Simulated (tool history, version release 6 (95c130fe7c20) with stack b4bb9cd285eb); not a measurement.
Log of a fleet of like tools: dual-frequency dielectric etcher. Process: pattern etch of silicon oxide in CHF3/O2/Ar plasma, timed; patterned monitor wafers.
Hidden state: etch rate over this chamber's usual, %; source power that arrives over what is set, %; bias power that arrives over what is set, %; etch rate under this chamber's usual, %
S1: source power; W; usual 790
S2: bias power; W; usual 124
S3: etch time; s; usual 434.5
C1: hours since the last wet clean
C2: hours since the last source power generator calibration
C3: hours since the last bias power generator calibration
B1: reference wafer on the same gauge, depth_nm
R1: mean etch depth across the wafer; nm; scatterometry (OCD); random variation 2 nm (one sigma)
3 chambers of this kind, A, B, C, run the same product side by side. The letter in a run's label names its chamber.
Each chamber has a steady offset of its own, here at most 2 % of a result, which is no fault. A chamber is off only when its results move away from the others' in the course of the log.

run	hour	S1	S2	S3	C1	C2	C3	B1	R1
1A	9.8	790	124	434.5	467.2	2487.3	1490.6	856.78	857.96
2C	21.1	790	124	434.5	170	785.3	798.9	857.09	852.39
3B	28.8	790	124	434.5	402.9	1024.3	1936.4	856.96	862.95
4B	39.8	790	124	434.5	413.9	1035.3	1947.4	857.11	864.44
5C	48.7	790	124	434.5	197.6	812.9	826.5	856.35	856.05
6A	59.2	790	124	434.5	516.6	2536.7	1540	857.18	865.03
7A	67.6	790	124	434.5	525	2545.1	1548.4	856.9	860.25
8C	78.3	790	124	320.5	227.2	842.5	856.1	857.37	631.79
# hour 79.4: chamber B: wet clean of the chamber
9B	85.5	790	124	320.5	6.1	1081	1993.1	856.68	639.24
10C	98.9	790	124	320.5	247.8	863.1	876.7	857.35	632.18
11A	106.4	790	124	434.5	563.8	2583.9	1587.2	857.02	859.6
12B	112.7	790	124	434.5	33.3	1108.2	2020.3	856.61	863.06
# hour 125.2: chamber A: wet clean of the chamber
13B	126	790	124	434.5	46.6	1121.5	2033.6	857.01	860.82
14A	136.9	790	124	514	11.7	2614.4	1617.7	856.81	1035.6
15C	146.9	790	124	514	295.8	911.1	924.7	856.99	1012.2
16A	159.7	790	124	514	34.5	2637.2	1640.5	857.33	1037.1
17C	166	730	124	434.5	314.9	930.2	943.8	857.01	832.3
18B	177.2	730	124	434.5	97.8	1172.7	2084.8	857	835.4
19B	188	730	124	434.5	108.6	1183.5	2095.6	856.78	835.96
20C	195.7	790	124	434.5	344.6	959.9	973.5	856.81	850.41
21A	207	790	124	434.5	81.8	2684.5	1687.8	856.64	873.47
22C	213.5	790	124	434.5	362.4	977.7	991.3	857.23	857.58
23B	226.8	790	124	434.5	147.4	1222.3	2134.4	856.84	862.98
24A	237.9	790	124	434.5	112.7	2715.4	1718.7	856.84	879.86
25A	248.3	790	124	434.5	123.1	2725.8	1729.1	857.1	879.08

Is one chamber off against the others, does the gauge drift, or is nothing wrong? If a chamber is off, say which, and what the likeliest cause is.

A service left chamber A off against the others.
Cause: etch rate over this chamber's usual, % = 1.7.

Here are 4 candidates for chamber A's next run, each the usual settings with a change, their results left as question marks. Which one brings its results back in line with what the others give on the usual settings?
In line means no further than this from the other chambers' mean on the usual settings: R1 7.2 nm
26A-1	258.4	790	124	426					?
26A-2	258.4	820	127	434.5					?
26A-3	258.4	790	124	436.5					?
26A-4	258.4	790	124	432.5					?

The other chambers' mean on the usual settings: R1 858.61 nm
run	R1
26A-1	860.28
26A-2	896.73
26A-3	881.48
26A-4	873.41
26A-1 brings the chamber back in line.
